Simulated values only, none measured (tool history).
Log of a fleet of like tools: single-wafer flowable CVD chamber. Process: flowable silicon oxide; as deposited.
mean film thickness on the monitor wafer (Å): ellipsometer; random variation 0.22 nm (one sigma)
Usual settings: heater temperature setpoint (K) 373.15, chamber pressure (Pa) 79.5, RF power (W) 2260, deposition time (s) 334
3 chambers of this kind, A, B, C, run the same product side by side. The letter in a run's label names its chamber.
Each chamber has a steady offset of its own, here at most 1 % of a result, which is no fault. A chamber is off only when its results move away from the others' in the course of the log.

run	hour	heater temperature setpoint (K)	chamber pressure (Pa)	RF power (W)	deposition time (s)	read-back reference wafer on the same gauge, thickness_nm	mean film thickness on the monitor wafer (Å)
1C	11.8	373.15	79.5	2260	334	156.02	1396.2
2A	20.3	373.15	79.5	2260	334	155.97	1381.8
3B	29.4	373.15	79.5	2260	334	155.83	1390.9
4A	39.2	373.15	79.5	2260	334	155.85	1381.7
5C	51.5	373.15	79.5	2260	334	155.84	1394.8
6B	57.5	373.15	79.5	2260	334	155.85	1385.1
# hour 61.9: chamber B: RF generator calibrated
7B	63.3	373.15	79.5	2260	334	155.75	1384.5
8C	71.9	373.15	79.5	2260	334	155.77	1392.7
9A	83.5	373.15	79.5	2260	334	155.85	1381.5
10B	92.6	373.15	79.5	2260	334	155.78	1383.3
11A	101.5	373.15	79.5	2260	334	155.77	1381.1
12C	107.7	373.15	79.5	2260	334	155.74	1389.4
13B	113.7	373.15	79.5	2260	334	155.72	1384.8
14A	124.1	373.15	79.5	2260	334	155.65	1380.8
15C	132.4	373.15	79.5	2260	334	155.69	1393.9
# hour 132.7: chamber B: capacitance manometer re-zeroed and calibrated
16B	142.9	373.15	79.5	2260	334	155.61	1387.2
17C	153.4	373.15	79.5	2260	334	155.57	1387.8
18A	161.8	373.15	79.5	2260	334	155.59	1384.1
19B	174	373.15	79.5	2260	334	155.62	1381.9
20A	184.2	373.15	79.5	2260	334	155.52	1377.6
21C	190.3	373.15	79.5	2455	354	155.52	1487.5
22B	196.7	373.15	79.5	2455	354	155.44	1484.9
23C	203.5	373.15	79.5	2455	354	155.47	1488.3
24A	214.6	373.15	79.5	2260	334	155.48	1378.7
25A	225.7	373.15	79.5	1935	274	155.46	1095
26B	232.4	373.15	79.5	1935	274	155.42	1103.3
27C	239.8	373.15	79.5	1935	274	155.38	1106.1
28A	246.1	373.15	79.5	2260	334	155.31	1374.2
29C	253.8	373.15	79.5	2260	334	155.34	1385.8
30B	260.1	373.15	79.5	2260	334	155.34	1383.5
31A	270.1	373.15	79.5	2260	334	155.3	1376
32C	281.1	373.15	79.5	2260	334	155.31	1389.4
33B	291.3	373.15	79.5	2260	334	155.31	1383.2
34C	302.6	373.15	79.5	2260	334	155.19	1386.5
35B	313	373.15	79.5	2260	334	155.25	1382.1
36A	321.6	373.15	79.5	2260	334	155.13	1374.8
37A	331.2	373.15	79.5	2260	334	155.2	1376.1
38B	336.9	373.15	79.5	2260	334	155.19	1380.2
39C	345.5	373.15	79.5	2260	334	155.13	1381.7
40B	354.6	373.15	79.5	2260	334	155.1	1375.8
41C	361.7	373.15	79.5	2260	334	155.08	1386.2
# hour 365.1: chamber A: capacitance manometer re-zeroed and calibrated
42A	371	373.15	79.5	2260	334	155.03	1377.5
43A	377.8	373.15	79.5	2260	334	155.01	1374.4
44C	389.3	373.15	79.5	2260	334	154.99	1386.2

Is one chamber off against the others, does the gauge drift, or is nothing wrong? If a chamber is off, say which, and what the likeliest cause is.

The gauge drifts, so all chambers seem to drift together. No chamber is off.
Cause: gauge reads low (%) = 0.656.
